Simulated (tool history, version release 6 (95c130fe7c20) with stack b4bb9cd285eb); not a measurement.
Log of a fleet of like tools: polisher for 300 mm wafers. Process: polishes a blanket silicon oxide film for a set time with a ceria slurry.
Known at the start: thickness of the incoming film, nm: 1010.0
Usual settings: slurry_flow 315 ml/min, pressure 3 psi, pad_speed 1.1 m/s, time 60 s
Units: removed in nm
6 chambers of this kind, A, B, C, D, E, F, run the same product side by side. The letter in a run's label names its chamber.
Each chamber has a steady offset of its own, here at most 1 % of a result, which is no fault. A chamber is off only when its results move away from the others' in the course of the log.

run	hour	slurry_flow	pressure	pad_speed	time	wafers polished on this pad	hours since the slurry nozzle was cleaned	hours since the head pressure was calibrated	removed
# hour 2.8: chamber F: worn pad replaced by a new one
1F	7.1	315	3	1.1	60	52	381	852.7	270.4
# hour 12.3: chamber D: worn pad replaced by a new one
2B	14.4	315	3	1.1	60	1250	153	742.9	273.82
# hour 20.1: chamber E: worn pad replaced by a new one
3E	23	315	3	1.1	60	35	502.8	76.3	268.05
4C	33	315	3	1.1	60	465	388.3	83.2	269.43
5D	38.5	315	3	1.1	60	318	336.6	377.8	269.58
# hour 45.3: chamber B: worn pad replaced by a new one
6A	47.9	315	3	1.1	60	884	167.8	480.8	268
# hour 57: chamber C: worn pad replaced by a new one
7C	58.8	315	3	1.1	60	22	414.1	109	268.5
# hour 64: chamber A: worn pad replaced by a new one
8D	70.1	315	3	1.1	60	702	368.2	409.4	265.54
# hour 73.6: chamber F: worn pad replaced by a new one
9B	75.6	315	3	1.1	60	368	214.2	804.1	272.72
# hour 76.2: chamber F: slurry nozzle cleaned
10A	86.5	315	3	1.1	60	274	206.4	519.4	271.68
# hour 88.7: chamber E: worn pad replaced by a new one
11E	96	315	3	1.1	60	89	575.8	149.3	265.94
12F	104.9	220	3	0.98	60	381	28.8	950.5	229.02
# hour 106.2: chamber B: slurry nozzle cleaned
13B	115	220	3	0.98	60	847	8.9	843.5	233.33
14C	120.6	220	3	0.98	60	773	475.9	170.8	235.34
# hour 127.6: chamber C: worn pad replaced by a new one
15D	131.9	220	3	0.98	60	1453	430	471.2	229.77
# hour 133.4: chamber D: worn pad replaced by a new one
16F	137	220	3	0.98	60	771	60.9	982.6	228.03
# hour 141.5: chamber F: worn pad replaced by a new one
17A	142.6	220	3	0.98	60	956	262.5	575.5	229.05
18E	151.2	315	3	1.1	60	760	631	204.5	267.24
# hour 153.8: chamber A: worn pad replaced by a new one
# hour 154.3: chamber B: worn pad replaced by a new one
19A	158	315	3	1.1	60	51	277.9	590.9	270.63
# hour 162.4: chamber B: head pressure recalibrated
# hour 162.8: chamber E: worn pad replaced by a new one
20B	164	315	3	1.1	60	117	57.9	1.6	273.44
21D	173.5	315	3	1.1	69	487	471.6	512.8	307.4
22E	180.4	315	3	1.1	69	214	660.2	233.7	305.95
# hour 184.1: chamber D: head pressure recalibrated
23F	186	315	3	1.1	69	541	109.9	1031.6	304.84
24C	195.2	315	3	1.1	69	822	550.5	245.4	312.44
# hour 199.3: chamber C: worn pad replaced by a new one
# hour 199.6: chamber D: slurry nozzle cleaned
25E	205.1	315	3	1.1	69	514	684.9	258.4	305.4
26C	210.6	315	3	1.1	69	138	565.9	260.8	310.54
# hour 215.8: chamber F: worn pad replaced by a new one
27B	217.1	315	3	1.1	60	763	111	54.7	269.79
28A	225	315	3	1.1	60	865	344.9	657.9	274.35
# hour 229: chamber D: worn pad replaced by a new one
# hour 232.8: chamber A: worn pad replaced by a new one
29D	234.9	315	3.9	1.1	70	71	35.3	50.9	413.45
# hour 240.1: chamber E: worn pad replaced by a new one
30F	243.2	315	3.9	1.1	70	333	167.1	1088.8	409.01
31F	253.8	315	3.9	1.1	70	462	177.7	1099.4	407.04
32C	264.3	315	3.9	1.1	70	790	619.6	314.5	409.64
33D	275.7	315	3.9	1.1	70	567	76.1	91.7	402.16
# hour 276.3: chamber B: worn pad replaced by a new one
34B	283.9	315	3.9	1.1	70	93	177.8	121.5	408.88
35E	292.2	315	3	1.1	60	633	772	345.5	273
36A	302.5	315	3	1.1	60	847	422.4	735.4	271.8
# hour 310.7: chamber A: slurry nozzle cleaned
37D	311.4	375	3.3	1.1	60	1001	111.8	127.4	298.03
38A	317.1	375	3.3	1.1	60	1024	6.4	750	303.34
# hour 324: chamber B: slurry nozzle cleaned
39B	326.7	375	3.3	1.1	60	613	2.7	164.3	300.34

All 6 chambers run these settings next. Forecast each chamber's results:
40A	335.1	315	2.4	1.1	60				?
40B	335.1	315	2.4	1.1	60				?
40C	335.1	315	2.4	1.1	60				?
40D	335.1	315	2.4	1.1	60				?
40E	335.1	315	2.4	1.1	60				?
40F	335.1	315	2.4	1.1	60				?

run	removed
40A	217.45
40B	217.28
40C	218.5
40D	214.2
40E	213.6
40F	217.29
